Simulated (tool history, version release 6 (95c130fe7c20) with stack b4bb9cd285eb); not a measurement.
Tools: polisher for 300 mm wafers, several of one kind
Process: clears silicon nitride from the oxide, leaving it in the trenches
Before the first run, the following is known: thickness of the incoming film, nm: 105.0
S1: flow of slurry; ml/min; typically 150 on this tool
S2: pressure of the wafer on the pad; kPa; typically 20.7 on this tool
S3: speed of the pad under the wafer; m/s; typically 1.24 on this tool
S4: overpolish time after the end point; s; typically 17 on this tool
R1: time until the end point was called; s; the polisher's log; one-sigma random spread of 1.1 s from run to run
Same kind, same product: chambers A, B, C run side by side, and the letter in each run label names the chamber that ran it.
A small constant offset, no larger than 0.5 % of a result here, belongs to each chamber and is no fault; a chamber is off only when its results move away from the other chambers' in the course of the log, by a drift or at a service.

-- hour=5.5 chamber A: worn pad replaced by a new one
run 1C hour=6.0 | S1=150 S2=20.7 S3=1.24 S4=17 | R1=101.070
run 2A hour=10.1 | S1=150 S2=20.7 S3=1.24 S4=17 | R1=100.730
run 3B hour=15.3 | S1=150 S2=20.7 S3=1.24 S4=17 | R1=100.610
run 4B hour=19.0 | S1=150 S2=20.7 S3=1.24 S4=17 | R1=100.520
run 5C hour=23.9 | S1=150 S2=20.7 S3=1.24 S4=7 | R1=102.280
run 6A hour=27.9 | S1=150 S2=20.7 S3=1.24 S4=7 | R1=100.040
run 7B hour=31.9 | S1=150 S2=20.7 S3=1.24 S4=7 | R1=100.260
run 8A hour=35.4 | S1=150 S2=25.5 S3=1.24 S4=26 | R1=80.588
run 9C hour=41.2 | S1=150 S2=25.5 S3=1.24 S4=26 | R1=81.099
run 10A hour=46.6 | S1=150 S2=25.5 S3=1.24 S4=26 | R1=80.025
run 11B hour=54.0 | S1=150 S2=20.7 S3=1.24 S4=17 | R1=100.600
run 12C hour=60.6 | S1=150 S2=20.7 S3=1.24 S4=17 | R1=100.640
run 13A hour=64.2 | S1=150 S2=20.7 S3=1.24 S4=17 | R1=99.111
-- hour=65.8 chamber C: slurry nozzle cleaned
run 14C hour=68.6 | S1=150 S2=20.7 S3=1.24 S4=17 | R1=102.350
-- hour=70.4 chamber C: worn pad replaced by a new one
run 15B hour=75.1 | S1=150 S2=20.7 S3=1.24 S4=17 | R1=106.360
run 16A hour=81.4 | S1=150 S2=20.7 S3=1.24 S4=17 | R1=99.423
run 17C hour=89.0 | S1=150 S2=20.7 S3=1.24 S4=17 | R1=102.480
run 18B hour=95.9 | S1=150 S2=20.7 S3=1.24 S4=17 | R1=104.930
run 19C hour=102.4 | S1=150 S2=20.7 S3=1.24 S4=17 | R1=98.293
run 20B hour=109.3 | S1=150 S2=20.7 S3=1.24 S4=17 | R1=108.010
run 21A hour=114.5 | S1=150 S2=20.7 S3=1.24 S4=17 | R1=100.780
run 22C hour=122.4 | S1=150 S2=20.7 S3=1.24 S4=17 | R1=99.069
run 23B hour=128.2 | S1=150 S2=20.7 S3=1.24 S4=17 | R1=110.140
run 24A hour=135.5 | S1=190 S2=20.7 S3=1.06 S4=17 | R1=111.390

For the next run the whole fleet of 3 chambers uses the same settings. Give each chamber's results:
run 25A hour=141.4 | S1=150 S2=20.7 S3=1.24 S4=17 | R1=?
run 25B hour=141.4 | S1=150 S2=20.7 S3=1.24 S4=17 | R1=?
run 25C hour=141.4 | S1=150 S2=20.7 S3=1.24 S4=17 | R1=?

run=25A R1=100.760
run=25B R1=113.360
run=25C R1=100.760
